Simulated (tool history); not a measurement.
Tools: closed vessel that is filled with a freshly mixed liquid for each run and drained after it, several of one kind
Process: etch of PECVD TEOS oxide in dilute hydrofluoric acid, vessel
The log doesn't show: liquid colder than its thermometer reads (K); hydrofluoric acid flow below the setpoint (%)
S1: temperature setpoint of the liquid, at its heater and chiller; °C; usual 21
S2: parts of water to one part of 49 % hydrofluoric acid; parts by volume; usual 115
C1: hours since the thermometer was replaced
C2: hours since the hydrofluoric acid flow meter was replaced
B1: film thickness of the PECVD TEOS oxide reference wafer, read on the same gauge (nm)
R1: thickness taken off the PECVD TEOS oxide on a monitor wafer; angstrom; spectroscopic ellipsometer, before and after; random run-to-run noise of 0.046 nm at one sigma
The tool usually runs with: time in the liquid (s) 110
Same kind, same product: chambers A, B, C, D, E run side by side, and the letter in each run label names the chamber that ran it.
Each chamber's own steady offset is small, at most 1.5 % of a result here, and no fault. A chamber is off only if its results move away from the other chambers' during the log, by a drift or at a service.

run 1D hour=2.8 | S1=21 S2=115 time_in_the_liquid_(s)=110 | C1=1686.3 C2=335 | B1=100.01 | R1=112.61
run 2C hour=8.6 | S1=21 S2=115 time_in_the_liquid_(s)=110 | C1=599.2 C2=734.9 | B1=99.994 | R1=113.98
run 3A hour=14.3 | S1=21 S2=115 time_in_the_liquid_(s)=110 | C1=2825.9 C2=663.4 | B1=99.934 | R1=111.7
run 4E hour=18.4 | S1=21 S2=115 time_in_the_liquid_(s)=110 | C1=82.4 C2=959 | B1=100.01 | R1=112.68
run 5B hour=22.6 | S1=21 S2=115 time_in_the_liquid_(s)=110 | C1=324.7 C2=1961.8 | B1=100.04 | R1=114.49
run 6C hour=25.4 | S1=21 S2=115 time_in_the_liquid_(s)=110 | C1=616 C2=751.7 | B1=100.06 | R1=114.52
run 7B hour=29.6 | S1=21 S2=115 time_in_the_liquid_(s)=110 | C1=331.7 C2=1968.8 | B1=100.02 | R1=114.94
run 8E hour=33.1 | S1=21 S2=115 time_in_the_liquid_(s)=110 | C1=97.1 C2=973.7 | B1=99.953 | R1=113.48
run 9D hour=37.5 | S1=21 S2=115 time_in_the_liquid_(s)=110 | C1=1721 C2=369.7 | B1=99.95 | R1=112.56
run 10A hour=40.5 | S1=21 S2=115 time_in_the_liquid_(s)=110 | C1=2852.1 C2=689.6 | B1=99.975 | R1=113.21
run 11E hour=43.8 | S1=21 S2=115 time_in_the_liquid_(s)=110 | C1=107.8 C2=984.4 | B1=99.952 | R1=112.5
run 12A hour=49.7 | S1=21 S2=115 time_in_the_liquid_(s)=110 | C1=2861.3 C2=698.8 | B1=100.04 | R1=112.25
run 13C hour=53.5 | S1=21 S2=115 time_in_the_liquid_(s)=110 | C1=644.1 C2=779.8 | B1=100.03 | R1=114.35
run 14B hour=58.2 | S1=21 S2=115 time_in_the_liquid_(s)=110 | C1=360.3 C2=1997.4 | B1=99.974 | R1=114.92
run 15D hour=63.4 | S1=21 S2=115 time_in_the_liquid_(s)=110 | C1=1746.9 C2=395.6 | B1=99.984 | R1=112.56
run 16A hour=66.5 | S1=21 S2=115 time_in_the_liquid_(s)=110 | C1=2878.1 C2=715.6 | B1=100.01 | R1=112.03
run 17B hour=71.2 | S1=21 S2=115 time_in_the_liquid_(s)=110 | C1=373.3 C2=2010.4 | B1=99.97 | R1=115.63
run 18D hour=74.3 | S1=21 S2=115 time_in_the_liquid_(s)=110 | C1=1757.8 C2=406.5 | B1=99.985 | R1=111.19
run 19E hour=79.8 | S1=21 S2=115 time_in_the_liquid_(s)=110 | C1=143.8 C2=1020.4 | B1=100.01 | R1=112.6
run 20C hour=84.3 | S1=21 S2=175 time_in_the_liquid_(s)=65 | C1=674.9 C2=810.6 | B1=100.01 | R1=41.922
run 21E hour=90 | S1=21 S2=175 time_in_the_liquid_(s)=65 | C1=154 C2=1030.6 | B1=100.03 | R1=41.052
run 22C hour=94.8 | S1=21 S2=175 time_in_the_liquid_(s)=65 | C1=685.4 C2=821.1 | B1=100.02 | R1=41.792
run 23D hour=98.6 | S1=21 S2=175 time_in_the_liquid_(s)=65 | C1=1782.1 C2=430.8 | B1=100.01 | R1=40.328
-- hour=98.8 chamber A: hydrofluoric acid flow meter replaced
run 24B hour=103.1 | S1=21 S2=175 time_in_the_liquid_(s)=65 | C1=405.2 C2=2042.3 | B1=99.991 | R1=41.457
run 25A hour=108.6 | S1=21 S2=115 time_in_the_liquid_(s)=110 | C1=2920.2 C2=9.8 | B1=99.985 | R1=112.54
run 26E hour=114.9 | S1=21 S2=115 time_in_the_liquid_(s)=110 | C1=178.9 C2=1055.5 | B1=100.02 | R1=113.36
run 27D hour=120.7 | S1=21 S2=115 time_in_the_liquid_(s)=110 | C1=1804.2 C2=452.9 | B1=99.976 | R1=110.09
run 28C hour=125.9 | S1=21 S2=115 time_in_the_liquid_(s)=110 | C1=716.5 C2=852.2 | B1=100 | R1=114.64
run 29B hour=129.3 | S1=21 S2=115 time_in_the_liquid_(s)=110 | C1=431.4 C2=2068.5 | B1=100.06 | R1=114.28
run 30A hour=134.6 | S1=21 S2=115 time_in_the_liquid_(s)=110 | C1=2946.2 C2=35.8 | B1=99.974 | R1=112.46
run 31B hour=138.1 | S1=21 S2=115 time_in_the_liquid_(s)=110 | C1=440.2 C2=2077.3 | B1=100.02 | R1=114.6
run 32A hour=142.7 | S1=21 S2=115 time_in_the_liquid_(s)=110 | C1=2954.3 C2=43.9 | B1=99.997 | R1=112.98
run 33C hour=145.7 | S1=21 S2=115 time_in_the_liquid_(s)=110 | C1=736.3 C2=872 | B1=99.986 | R1=113.92
run 34E hour=151.6 | S1=19 S2=80 time_in_the_liquid_(s)=110 | C1=215.6 C2=1092.2 | B1=100.04 | R1=157.13
run 35D hour=154.3 | S1=19 S2=80 time_in_the_liquid_(s)=110 | C1=1837.8 C2=486.5 | B1=99.982 | R1=150.73
run 36A hour=158.1 | S1=19 S2=80 time_in_the_liquid_(s)=110 | C1=2969.7 C2=59.3 | B1=100.01 | R1=154.9
run 37C hour=163.4 | S1=19 S2=80 time_in_the_liquid_(s)=110 | C1=754 C2=889.7 | B1=100.03 | R1=156.61
run 38E hour=168.5 | S1=19 S2=80 time_in_the_liquid_(s)=110 | C1=232.5 C2=1109.1 | B1=100.01 | R1=156.34
run 39D hour=173.7 | S1=21 S2=115 time_in_the_liquid_(s)=110 | C1=1857.2 C2=505.9 | B1=100.06 | R1=108.75
run 40B hour=177.9 | S1=21 S2=115 time_in_the_liquid_(s)=110 | C1=480 C2=2117.1 | B1=99.971 | R1=115.06

Next, every chamber runs the same settings. What will each give?
run 41A hour=182.4 | S1=21 S2=160 time_in_the_liquid_(s)=110 | R1=?
run 41B hour=182.4 | S1=21 S2=160 time_in_the_liquid_(s)=110 | R1=?
run 41C hour=182.4 | S1=21 S2=160 time_in_the_liquid_(s)=110 | R1=?
run 41D hour=182.4 | S1=21 S2=160 time_in_the_liquid_(s)=110 | R1=?
run 41E hour=182.4 | S1=21 S2=160 time_in_the_liquid_(s)=110 | R1=?

run=41A R1=76.842
run=41B R1=78.321
run=41C R1=78.37
run=41D R1=74.296
run=41E R1=77.027
